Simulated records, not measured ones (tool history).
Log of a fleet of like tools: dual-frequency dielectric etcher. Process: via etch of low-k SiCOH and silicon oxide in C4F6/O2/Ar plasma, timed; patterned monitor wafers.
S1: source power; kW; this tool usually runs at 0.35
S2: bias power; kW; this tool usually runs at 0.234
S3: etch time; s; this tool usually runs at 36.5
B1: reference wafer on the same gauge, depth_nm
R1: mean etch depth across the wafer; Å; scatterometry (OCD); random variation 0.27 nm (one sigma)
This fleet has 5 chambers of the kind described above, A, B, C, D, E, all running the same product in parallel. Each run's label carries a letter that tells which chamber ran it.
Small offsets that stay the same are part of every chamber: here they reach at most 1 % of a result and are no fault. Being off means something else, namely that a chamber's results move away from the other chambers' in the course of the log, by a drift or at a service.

run   hour    S1     S2    S3      B1      R1
 1A    6.3  0.35  0.234  36.5  87.691     977
 2C   10.9  0.35  0.234  36.5  87.674  985.51
 3D   17.2  0.35  0.234  36.5  87.664  982.68
 4E   21.8  0.35  0.234  36.5  87.719   975.4
 5B   26.1   0.3  0.276  36.5  87.767  987.03
 6D   29.9   0.3  0.276  36.5  87.746  987.34
 7A   35.8   0.3  0.276  36.5  87.695   983.3
 8C     41   0.3  0.276  36.5  87.691  983.63
 9B   46.4   0.3  0.276  36.5  87.709  984.66
10E   49.2  0.35  0.282  36.5  87.684  1048.4
11E   53.7  0.35  0.282  36.5  87.656  1038.9
      55.3  -- chamber C: wet clean of the chamber
12C   58.2  0.35  0.282  36.5   87.72  1053.4
13A   61.6  0.35  0.282  36.5  87.743  1043.9
14D   65.5  0.35  0.282  36.5  87.706  1043.9
15B     71  0.35  0.234  36.5  87.746  988.15
16D   74.7  0.35  0.234  36.5  87.706  983.77
17B   78.4  0.35  0.234  36.5  87.679  987.41
18C   83.8  0.35  0.234  36.5  87.692  979.04
19E   87.9  0.35  0.234  36.5   87.71  973.97
20A   93.8  0.35  0.234  36.5  87.698  981.28
21A   99.6  0.35  0.234  36.5  87.691  972.92
22C  104.6  0.35  0.234  36.5  87.719  983.37
23E  110.4  0.35  0.234  36.5  87.696  970.98
24B  114.7  0.35  0.234  36.5  87.673  984.24
25D    120  0.35  0.193  36.5  87.724  924.29
26A  126.2  0.35  0.193  36.5  87.696   916.6
27C  129.5  0.35  0.193  36.5  87.729  920.44
28E  135.7  0.35  0.193  36.5  87.664  907.93
29D  141.3  0.35  0.193  36.5  87.698  920.51
30B  145.8  0.35  0.234  36.5  87.726  992.37
31A  149.7  0.35  0.234  36.5  87.623  980.15
32B  154.9  0.35  0.234  36.5  87.758  987.43
33E  159.9  0.35  0.234  36.5  87.713   965.3
34C  162.9  0.35  0.234  36.5  87.709  984.03
35D  166.4  0.35  0.234  36.5  87.691  987.79

Next, all 5 chambers run the settings below, one line each with question marks for the results. What does each chamber give?
36A  171.1  0.35  0.234  36.5       ?
36B  171.1  0.35  0.234  36.5       ?
36C  171.1  0.35  0.234  36.5       ?
36D  171.1  0.35  0.234  36.5       ?
36E  171.1  0.35  0.234  36.5       ?

run      R1
36A  976.24
36B  989.72
36C  987.12
36D  986.66
36E  960.18
